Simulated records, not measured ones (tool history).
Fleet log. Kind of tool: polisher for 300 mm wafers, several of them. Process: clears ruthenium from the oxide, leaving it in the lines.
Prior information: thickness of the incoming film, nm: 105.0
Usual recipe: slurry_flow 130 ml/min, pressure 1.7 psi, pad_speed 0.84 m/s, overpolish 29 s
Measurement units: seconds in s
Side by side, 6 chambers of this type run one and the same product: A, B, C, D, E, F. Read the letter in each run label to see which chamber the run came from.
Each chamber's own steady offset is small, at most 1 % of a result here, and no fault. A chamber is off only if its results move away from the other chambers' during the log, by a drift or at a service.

Run 1D, day 0.367: usual settings. Result: seconds 141.7 s.
At day 0.629: chamber D: slurry nozzle cleaned.
Run 2B, day 0.862: usual settings. Result: seconds 146.24 s.
At day 0.925: chamber F: worn pad replaced by a new one.
At day 1.117: chamber D: worn pad replaced by a new one.
Run 3C, day 1.279: usual settings. Result: seconds 142.63 s.
At day 1.35: chamber B: worn pad replaced by a new one.
Run 4F, day 1.767: usual settings. Result: seconds 143.09 s.
Run 5A, day 2.108: usual settings. Result: seconds 143.69 s.
Run 6E, day 2.654: usual settings. Result: seconds 141.21 s.
Run 7F, day 2.933: usual settings but pressure 1.3 psi, pad_speed 1.1 m/s. Result: seconds 142.09 s.
Run 8E, day 3.329: usual settings but pressure 1.3 psi, pad_speed 1.1 m/s. Result: seconds 139.63 s.
At day 3.388: chamber A: slurry nozzle cleaned.
At day 3.438: chamber E: worn pad replaced by a new one.
At day 3.671: chamber C: worn pad replaced by a new one.
Run 9D, day 3.721: usual settings but pressure 1.3 psi, pad_speed 1.1 m/s. Result: seconds 139.42 s.
At day 4.096: chamber C: head pressure recalibrated.
Run 10B, day 4.154: usual settings but pressure 1.3 psi, pad_speed 1.1 m/s. Result: seconds 141.83 s.
Run 11C, day 4.742: usual settings but pressure 1.3 psi, pad_speed 1.1 m/s. Result: seconds 145.17 s.
Run 12A, day 5.038: usual settings but pressure 1.3 psi, pad_speed 1.1 m/s. Result: seconds 140.15 s.
At day 5.079: chamber F: slurry nozzle cleaned.
Run 13F, day 5.562: usual settings. Result: seconds 143.92 s.
Run 14B, day 5.929: usual settings. Result: seconds 142.38 s.
At day 6.308: chamber F: worn pad replaced by a new one.
Run 15C, day 6.342: usual settings but slurry_flow 90 ml/min, pressure 1.2 psi. Result: seconds 228.13 s.
Run 16E, day 6.912: usual settings but slurry_flow 90 ml/min, pressure 1.2 psi. Result: seconds 216.91 s.
Run 17A, day 7.333: usual settings but slurry_flow 90 ml/min, pressure 1.2 psi. Result: seconds 217.3 s.
At day 7.867: chamber E: worn pad replaced by a new one.
Run 18D, day 7.954: usual settings but slurry_flow 90 ml/min, pressure 1.2 psi. Result: seconds 225.14 s.
At day 8.038: chamber E: slurry nozzle cleaned.
At day 8.446: chamber C: worn pad replaced by a new one.
Run 19F, day 8.575: usual settings but slurry_flow 90 ml/min, pressure 1.2 psi. Result: seconds 214.91 s.
At day 8.838: chamber B: slurry nozzle cleaned.
Run 20D, day 9.1: usual settings but slurry_flow 90 ml/min, pressure 1.2 psi. Result: seconds 217.57 s.
Run 21B, day 9.654: usual settings. Result: seconds 140.43 s.
Run 22E, day 10.033: usual settings but slurry_flow 165 ml/min, pad_speed 0.62 m/s. Result: seconds 182.77 s.
Run 23A, day 10.512: usual settings but slurry_flow 165 ml/min, pad_speed 0.62 m/s. Result: seconds 185.4 s.
At day 10.817: chamber F: worn pad replaced by a new one.
Run 24C, day 11.008: usual settings but slurry_flow 165 ml/min, pad_speed 0.62 m/s. Result: seconds 195.56 s.
At day 11.267: chamber A: worn pad replaced by a new one.
Run 25F, day 11.621: usual settings but slurry_flow 165 ml/min, pad_speed 0.62 m/s. Result: seconds 188.79 s.
Run 26C, day 12: usual settings but slurry_flow 165 ml/min, pad_speed 0.62 m/s. Result: seconds 198.02 s.
At day 12.579: chamber E: worn pad replaced by a new one.
Run 27B, day 12.642: usual settings but slurry_flow 165 ml/min, pad_speed 0.62 m/s. Result: seconds 190.98 s.
At day 12.733: chamber E: head pressure recalibrated.
Run 28A, day 13.038: usual settings but slurry_flow 165 ml/min, pad_speed 0.98 m/s. Result: seconds 116.2 s.
At day 13.158: chamber A: head pressure recalibrated.
At day 13.242: chamber B: worn pad replaced by a new one.
At day 13.333: chamber C: worn pad replaced by a new one.
Run 29D, day 13.375: usual settings but slurry_flow 165 ml/min, pad_speed 0.98 m/s. Result: seconds 114.64 s.
Run 30E, day 13.804: usual settings but slurry_flow 165 ml/min, pad_speed 0.98 m/s. Result: seconds 114.61 s.
Run 31F, day 14.162: usual settings but slurry_flow 165 ml/min, pad_speed 0.98 m/s. Result: seconds 116.6 s.
Run 32A, day 14.596: usual settings but slurry_flow 165 ml/min, pad_speed 0.98 m/s. Result: seconds 116.77 s.
Run 33E, day 14.958: usual settings but slurry_flow 165 ml/min, pad_speed 0.98 m/s. Result: seconds 115.28 s.
At day 15.45: chamber F: worn pad replaced by a new one.
At day 15.55: chamber D: worn pad replaced by a new one.
Run 34C, day 15.575: usual settings. Result: seconds 162.87 s.
At day 15.642: chamber F: slurry nozzle cleaned.
Run 35B, day 15.892: usual settings but slurry_flow 170 ml/min, overpolish 42 s. Result: seconds 137.39 s.
Run 36D, day 16.329: usual settings but slurry_flow 170 ml/min, overpolish 42 s. Result: seconds 135.19 s.
Run 37A, day 16.746: usual settings but slurry_flow 170 ml/min, overpolish 42 s. Result: seconds 137.47 s.
At day 17.15: chamber E: worn pad replaced by a new one.
Run 38F, day 17.192: usual settings but slurry_flow 170 ml/min, overpolish 42 s. Result: seconds 135.91 s.
Run 39E, day 17.717: usual settings but slurry_flow 170 ml/min, overpolish 42 s. Result: seconds 134.69 s.

One chamber off, gauge drift, or nothing amiss beyond the chambers' own small offsets? If it is a chamber, which one, and what is the likeliest cause?

It is chamber C that slowly wanders off from its peers.
Likeliest cause: slurry flow missing at the pad, % = 40.8.
The log may not tell that from: head's pressure below its setpoint, %.

Which of the 4 candidates below, each the usual settings with something changed and its results left as question marks, puts chamber C back in line with what the other chambers give on the usual settings?
In line here means within this much of the mean the other chambers give on the usual settings: seconds 6.4 s
Run 40C-1, day 18.179: usual settings but slurry_flow 135 ml/min, pressure 1.9 psi, pad_speed 0.94 m/s. Result: seconds ?.
Run 40C-2, day 18.179: usual settings but slurry_flow 135 ml/min, pressure 1.8 psi, pad_speed 0.9 m/s. Result: seconds ?.
Run 40C-3, day 18.179: usual settings but pad_speed 0.66 m/s. Result: seconds ?.
Run 40C-4, day 18.179: usual settings but pressure 1.6 psi, pad_speed 0.76 m/s. Result: seconds ?.

On the usual settings, the other chambers give on average: seconds 142.53 s
  run  seconds
40C-1   132.39
40C-2   145.84
40C-3    212.7
40C-4   196.15
40C-2 puts the chamber back in line with the other chambers.
